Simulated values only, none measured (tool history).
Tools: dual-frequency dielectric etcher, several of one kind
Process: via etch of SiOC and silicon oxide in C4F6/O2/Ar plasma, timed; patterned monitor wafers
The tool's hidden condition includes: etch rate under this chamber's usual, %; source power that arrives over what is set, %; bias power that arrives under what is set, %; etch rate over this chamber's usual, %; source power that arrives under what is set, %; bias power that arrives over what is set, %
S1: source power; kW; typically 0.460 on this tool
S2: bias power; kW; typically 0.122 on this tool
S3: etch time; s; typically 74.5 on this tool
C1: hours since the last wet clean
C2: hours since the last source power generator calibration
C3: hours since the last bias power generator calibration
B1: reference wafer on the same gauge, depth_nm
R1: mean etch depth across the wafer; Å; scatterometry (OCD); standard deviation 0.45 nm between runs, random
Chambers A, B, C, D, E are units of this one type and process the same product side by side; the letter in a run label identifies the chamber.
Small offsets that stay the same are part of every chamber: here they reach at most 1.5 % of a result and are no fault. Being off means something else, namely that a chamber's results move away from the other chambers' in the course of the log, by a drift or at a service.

run,day,S1,S2,S3,C1,C2,C3,B1,R1
1A,0.504,0.460,0.122,74.5,132.7,1899.3,4030.5,78.936,801.78
2B,0.921,0.460,0.122,74.5,498.8,3159.4,1096.0,78.896,789.50
# day 1.358: chamber E: source power generator calibrated
3C,1.479,0.460,0.122,74.5,108.6,1879.8,4752.6,79.046,785.02
# day 1.542: chamber B: wet clean of the chamber
# day 1.800: chamber A: bias power generator calibrated
4E,1.983,0.460,0.122,74.5,225.7,15.1,672.6,78.976,802.76
5D,2.454,0.460,0.122,74.5,509.0,688.8,2142.1,78.974,776.96
6C,2.867,0.460,0.122,85.0,141.9,1913.1,4785.9,78.919,890.87
7D,3.250,0.460,0.122,85.0,528.1,707.9,2161.2,78.961,896.93
8B,3.617,0.460,0.122,85.0,49.9,3224.1,1160.7,78.884,893.82
9A,4.083,0.460,0.122,85.0,218.6,1985.2,54.8,78.962,914.74
10E,4.338,0.460,0.122,85.0,282.2,71.6,729.1,79.051,918.75
11C,4.629,0.460,0.122,74.5,184.2,1955.4,4828.2,79.057,792.95
12B,5.196,0.460,0.122,74.5,87.8,3262.0,1198.6,79.050,785.64
13E,5.667,0.460,0.122,74.5,314.1,103.5,761.0,79.087,793.37
14D,6.183,0.460,0.122,74.5,598.5,778.3,2231.6,78.989,776.21
15A,6.542,0.460,0.122,74.5,277.6,2044.2,113.8,78.903,784.28
16D,6.929,0.460,0.122,74.5,616.4,796.2,2249.5,78.828,785.02
# day 6.933: chamber D: wet clean of the chamber
17A,7.225,0.460,0.122,74.5,294.0,2060.6,130.2,79.071,780.05
18C,7.696,0.460,0.122,74.5,257.8,2029.0,4901.8,78.977,787.45
19E,8.042,0.460,0.122,74.5,371.1,160.5,818.0,78.991,797.47
20B,8.300,0.460,0.122,74.5,162.3,3336.5,1273.1,79.001,789.47
21A,8.608,0.460,0.122,74.5,327.2,2093.8,163.4,78.987,790.41
22B,9.154,0.460,0.122,74.5,182.8,3357.0,1293.6,78.957,786.31
# day 9.329: chamber D: bias power generator calibrated
23E,9.542,0.460,0.122,74.5,407.1,196.5,854.0,79.069,795.68
24D,9.862,0.460,0.122,74.5,70.4,866.6,12.9,78.959,784.29
25C,10.421,0.460,0.122,74.5,323.2,2094.4,4967.2,78.895,789.48
26A,10.833,0.460,0.122,74.5,380.6,2147.2,216.8,78.912,779.98
27D,11.162,0.570,0.122,63.0,101.6,897.8,44.1,79.080,730.13
28C,11.446,0.570,0.122,63.0,347.8,2119.0,4991.8,79.062,729.77
29B,11.729,0.570,0.122,63.0,244.6,3418.8,1355.4,78.994,720.42
# day 11.879: chamber E: wet clean of the chamber
# day 11.954: chamber C: bias power generator calibrated
30E,12.212,0.570,0.122,63.0,8.1,260.6,918.1,79.030,745.30
31C,12.675,0.570,0.122,63.0,377.3,2148.5,17.3,79.010,725.13
32E,13.071,0.460,0.122,74.5,28.7,281.2,938.7,78.878,795.42
33A,13.579,0.460,0.104,74.5,446.5,2213.1,282.7,79.110,726.42
34B,13.967,0.460,0.104,74.5,298.3,3472.5,1409.1,78.967,739.55
35D,14.300,0.460,0.104,74.5,176.9,973.1,119.4,78.959,748.72
36D,14.821,0.460,0.104,74.5,189.4,985.6,131.9,79.010,746.92
37C,15.183,0.460,0.104,74.5,437.5,2208.7,77.5,78.940,754.53
38E,15.612,0.460,0.122,74.5,89.7,342.2,999.7,78.973,802.39
39B,16.167,0.460,0.122,74.5,351.1,3525.3,1461.9,79.023,785.75

Read the log: is a single chamber off, either drifting away or since a service, is the gauge that measures every chamber drifting, or is nothing wrong beyond small per-chamber offsets? Name any odd chamber and what most likely caused it.

Chamber A drifts away from the others.
Most likely cause: etch rate under this chamber's usual, % = 5.43.

Chamber A could run next with any of the 4 candidate recipes listed below; each alters the usual settings, and their results appear as question marks. Which one brings its results back in line with what the other chambers deliver on the usual settings?
A result is in line if it is within this distance of the other chambers' mean on the usual settings: R1 16.00 Å
40A-1,16.575,0.450,0.121,71.5,,,,,?
40A-2,16.575,0.460,0.122,68.0,,,,,?
40A-3,16.575,0.470,0.124,80.0,,,,,?
40A-4,16.575,0.460,0.141,74.5,,,,,?

The other chambers' mean on the usual settings: R1 789.68 Å
run,R1
40A-1,717.88
40A-2,690.39
40A-3,823.09
40A-4,789.25
40A-4 is the one that brings the chamber's results back in line with the other chambers.
